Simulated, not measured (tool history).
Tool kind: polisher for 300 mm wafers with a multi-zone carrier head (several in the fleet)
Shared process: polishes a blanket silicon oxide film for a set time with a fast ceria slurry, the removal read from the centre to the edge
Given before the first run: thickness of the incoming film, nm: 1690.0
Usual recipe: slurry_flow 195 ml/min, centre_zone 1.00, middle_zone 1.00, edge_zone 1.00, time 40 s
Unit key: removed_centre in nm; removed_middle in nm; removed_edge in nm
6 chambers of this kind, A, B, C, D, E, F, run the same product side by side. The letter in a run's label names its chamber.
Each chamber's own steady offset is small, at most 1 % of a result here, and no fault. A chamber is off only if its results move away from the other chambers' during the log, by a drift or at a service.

run	hour	slurry_flow	centre_zone	middle_zone	edge_zone	time	removed_centre	removed_middle	removed_edge
1F	5.1	195	1.00	1.00	1.00	40	662.88	672.80	660.30
# hour 13.3: chamber C: worn pad replaced by a new one
# hour 14.2: chamber D: slurry nozzle cleaned
2E	15.1	195	1.00	1.00	1.00	40	673.02	682.75	674.86
# hour 21.2: chamber F: worn pad replaced by a new one
3D	22.3	195	1.00	1.00	1.00	40	673.93	669.13	666.61
4C	31.0	195	1.00	1.00	1.00	40	649.00	687.35	662.51
5A	36.1	195	1.00	1.00	1.00	40	670.30	662.12	663.44
# hour 39.5: chamber E: worn pad replaced by a new one
6B	45.7	195	1.00	1.00	1.00	40	665.31	670.58	663.13
7B	53.0	195	1.00	1.00	1.00	40	678.72	648.78	661.97
# hour 53.5: chamber D: worn pad replaced by a new one
8F	60.8	195	1.00	1.00	1.00	40	661.11	653.29	662.93
# hour 61.1: chamber C: worn pad replaced by a new one
# hour 62.6: chamber E: slurry nozzle cleaned
# hour 65.7: chamber F: edge zone pressure recalibrated
9E	66.6	195	1.00	1.00	1.00	40	658.77	676.04	665.83
# hour 73.0: chamber B: worn pad replaced by a new one
10A	74.8	195	1.00	1.00	1.00	40	663.22	658.54	666.49
# hour 76.3: chamber A: worn pad replaced by a new one
11C	84.4	195	1.00	1.00	1.00	40	664.88	669.59	665.33
12D	91.8	195	1.00	1.00	1.00	40	671.58	674.70	666.25
# hour 97.3: chamber E: worn pad replaced by a new one
13B	98.6	195	1.00	1.00	1.00	40	681.87	660.19	661.96
# hour 99.6: chamber F: worn pad replaced by a new one
14D	105.0	195	1.00	1.00	1.00	40	679.36	662.14	660.55
15A	113.0	195	1.00	0.91	0.91	40	675.68	614.29	635.82
# hour 113.9: chamber C: edge zone pressure recalibrated
# hour 117.0: chamber C: worn pad replaced by a new one
16C	118.6	195	1.00	0.91	0.91	40	663.60	604.14	636.37
17E	124.3	195	1.00	0.91	0.91	40	663.20	610.06	639.55
18F	130.1	195	1.00	0.91	0.91	40	664.20	609.43	639.79
# hour 130.3: chamber D: centre zone pressure recalibrated
# hour 137.2: chamber D: edge zone pressure recalibrated
19E	137.5	195	1.00	0.91	0.91	40	661.25	611.95	644.65
# hour 140.7: chamber C: slurry nozzle cleaned
# hour 145.4: chamber D: worn pad replaced by a new one
20A	146.2	195	1.00	0.91	0.91	40	665.46	608.19	634.56
# hour 146.4: chamber A: worn pad replaced by a new one
# hour 147.9: chamber B: edge zone pressure recalibrated
21F	155.9	195	1.00	1.00	1.00	40	653.46	663.76	664.31
# hour 161.7: chamber E: worn pad replaced by a new one
22C	164.0	195	1.00	1.00	1.00	40	672.92	659.09	666.79
23B	173.4	195	1.00	1.00	1.00	40	689.11	666.02	661.17
# hour 173.8: chamber F: worn pad replaced by a new one
# hour 178.7: chamber C: worn pad replaced by a new one
24D	180.7	195	1.00	1.00	1.00	40	662.02	670.85	667.85
25D	190.5	195	1.00	1.00	1.00	40	675.41	671.93	670.26
# hour 191.5: chamber B: worn pad replaced by a new one
26B	196.5	195	1.00	1.00	1.00	40	690.63	670.48	667.64
27C	201.9	195	1.00	1.00	1.00	40	659.99	657.56	670.55
28F	210.9	195	1.00	1.00	0.92	40	658.82	688.31	646.66
# hour 213.7: chamber A: worn pad replaced by a new one
29A	219.4	195	1.00	1.00	0.92	40	667.56	676.88	630.32
30E	227.2	195	1.00	1.00	0.92	40	663.42	667.47	643.16
# hour 228.2: chamber D: worn pad replaced by a new one
# hour 230.8: chamber E: worn pad replaced by a new one
31F	235.8	195	1.00	1.00	0.92	40	665.90	657.73	638.57
# hour 241.0: chamber C: worn pad replaced by a new one
32B	243.8	195	1.00	1.00	0.92	40	711.51	652.37	636.28
33D	249.4	195	1.00	1.00	0.92	40	676.99	671.17	629.99
34E	253.7	195	0.92	1.00	1.00	40	606.88	675.82	660.69
35A	259.7	195	0.92	1.00	1.00	40	615.10	669.25	669.36
36C	265.3	195	0.92	1.00	1.00	40	595.47	654.72	672.76
37E	274.7	195	0.92	1.00	1.00	40	608.94	664.25	665.95

Predict what each chamber gives when all 6 of them run the settings below next.
38A	281.8	195	1.07	1.00	1.00	40	?	?	?
38B	281.8	195	1.07	1.00	1.00	40	?	?	?
38C	281.8	195	1.07	1.00	1.00	40	?	?	?
38D	281.8	195	1.07	1.00	1.00	40	?	?	?
38E	281.8	195	1.07	1.00	1.00	40	?	?	?
38F	281.8	195	1.07	1.00	1.00	40	?	?	?

run	removed_centre	removed_middle	removed_edge
38A	724.16	673.44	665.40
38B	770.22	656.11	659.74
38C	699.06	660.85	668.52
38D	724.29	670.92	661.67
38E	711.26	662.27	665.29
38F	703.74	682.60	671.64

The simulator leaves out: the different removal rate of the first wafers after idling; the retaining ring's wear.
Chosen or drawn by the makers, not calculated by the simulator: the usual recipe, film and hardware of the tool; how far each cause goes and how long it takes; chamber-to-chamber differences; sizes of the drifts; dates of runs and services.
